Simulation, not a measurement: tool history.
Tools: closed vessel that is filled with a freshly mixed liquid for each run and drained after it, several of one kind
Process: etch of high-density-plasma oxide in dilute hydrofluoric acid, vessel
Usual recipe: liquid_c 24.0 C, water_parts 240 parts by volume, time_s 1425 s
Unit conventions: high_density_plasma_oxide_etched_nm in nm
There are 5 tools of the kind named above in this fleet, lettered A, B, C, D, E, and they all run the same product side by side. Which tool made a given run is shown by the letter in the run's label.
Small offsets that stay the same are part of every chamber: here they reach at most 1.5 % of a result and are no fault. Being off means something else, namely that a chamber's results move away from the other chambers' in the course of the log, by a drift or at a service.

run   hour  liquid_c  water_parts  time_s  read-back film thickness of the high-density-plasma oxide reference wafer, read on the same gauge (nm)  high_density_plasma_oxide_etched_nm
 1E    6.9      24.0          240    1425                                                                                                  90.028                               34.110
 2B   14.5      24.0          240    1425                                                                                                  90.005                               33.846
 3D   22.6      24.0          240    1425                                                                                                  90.009                               34.372
 4C   34.4      24.0          240    1425                                                                                                  89.993                               34.616
 5A   42.5      24.0          240    1425                                                                                                  90.001                               34.313
 6B   51.8      24.0          240    1425                                                                                                  89.997                               33.921
 7A   61.7      24.0          240    1425                                                                                                  90.015                               34.126
 8C   67.7      24.0          240    1425                                                                                                  89.966                               34.640
 9E   80.0      24.0          240    1425                                                                                                  90.008                               34.059
      87.1  -- chamber A: thermometer replaced
10D   89.3      24.0          240     915                                                                                                  89.988                               21.876
11E   95.1      24.0          240     915                                                                                                  90.003                               21.963
12B  105.8      24.0          240     915                                                                                                  89.976                               21.584
13D  114.4      24.0          240     915                                                                                                  89.998                               22.021
14A  123.5      24.0          240     915                                                                                                  90.032                               21.684
15C  130.1      24.0          240    1425                                                                                                  89.997                               34.386
     138.2  -- chamber E: hydrofluoric acid flow meter replaced
16C  141.8      24.0          240    1425                                                                                                  90.002                               34.533
17D  154.2      24.0          240    1425                                                                                                  90.006                               34.113
     156.8  -- chamber D: thermometer replaced
     161.0  -- chamber E: thermometer replaced
18A  164.2      24.0          240    1425                                                                                                  90.010                               33.388
19B  175.6      24.0          240    1425                                                                                                  89.969                               33.596
20E  181.6      22.5          160    1425                                                                                                  89.982                               53.374
21A  190.1      22.5          160    1425                                                                                                  90.024                               51.513
22D  199.4      22.5          160    1425                                                                                                  89.999                               53.134
23E  208.5      22.5          160    1425                                                                                                  90.013                               53.470
24C  214.3      22.5          160    1425                                                                                                  89.980                               53.417
25B  222.6      24.0          240    1425                                                                                                  89.998                               33.910
26B  231.3      24.0          240    1425                                                                                                  90.004                               33.667
     240.9  -- chamber B: thermometer replaced
27C  244.0      24.0          240    1425                                                                                                  89.985                               34.327
28D  250.3      24.0          240    1425                                                                                                  90.001                               34.107
29A  256.7      24.0          240    1425                                                                                                  89.998                               32.590
30E  269.2      21.0          240    1425                                                                                                  90.001                               30.702
     274.6  -- chamber D: hydrofluoric acid flow meter replaced
31A  278.6      21.0          240    1425                                                                                                  90.054                               29.399
32C  289.1      21.0          240    1425                                                                                                  90.009                               31.007
33B  301.0      21.0          240    1425                                                                                                  90.013                               30.347
34E  308.6      21.0          240    1425                                                                                                  89.980                               30.663
35D  316.8      24.0          240    1425                                                                                                  90.025                               34.331
36B  324.7      24.0          240    1425                                                                                                  90.032                               33.543

Read the log: is a single chamber off, either drifting away or since a service, is the gauge that measures every chamber drifting, or is nothing wrong beyond small per-chamber offsets? Name any odd chamber and what most likely caused it.

One chamber, A, drifts off from the rest bit by bit.
Cause: hydrofluoric acid flow below the setpoint (%) = 4.93.

Here are 4 candidates for chamber A's next run, each the usual settings with a change, their results left as question marks. Which one brings its results back in line with what the others give on the usual settings?
Allowed miss from the other chambers' usual-settings mean, per result, to count as in line: high_density_plasma_oxide_etched_nm 0.560 nm
37A-1  334.0      24.0          230    1425                                                                                                                                            ?
37A-2  334.0      24.0          250    1355                                                                                                                                            ?
37A-3  334.0      24.0          230    1490                                                                                                                                            ?
37A-4  334.0      24.0          250    1425                                                                                                                                            ?

Usual-settings mean across the other chambers: high_density_plasma_oxide_etched_nm 34.207 nm
  run  high_density_plasma_oxide_etched_nm
37A-1                               34.098
37A-2                               29.184
37A-3                               35.653
37A-4                               30.691
37A-1 brings the chamber back in line.
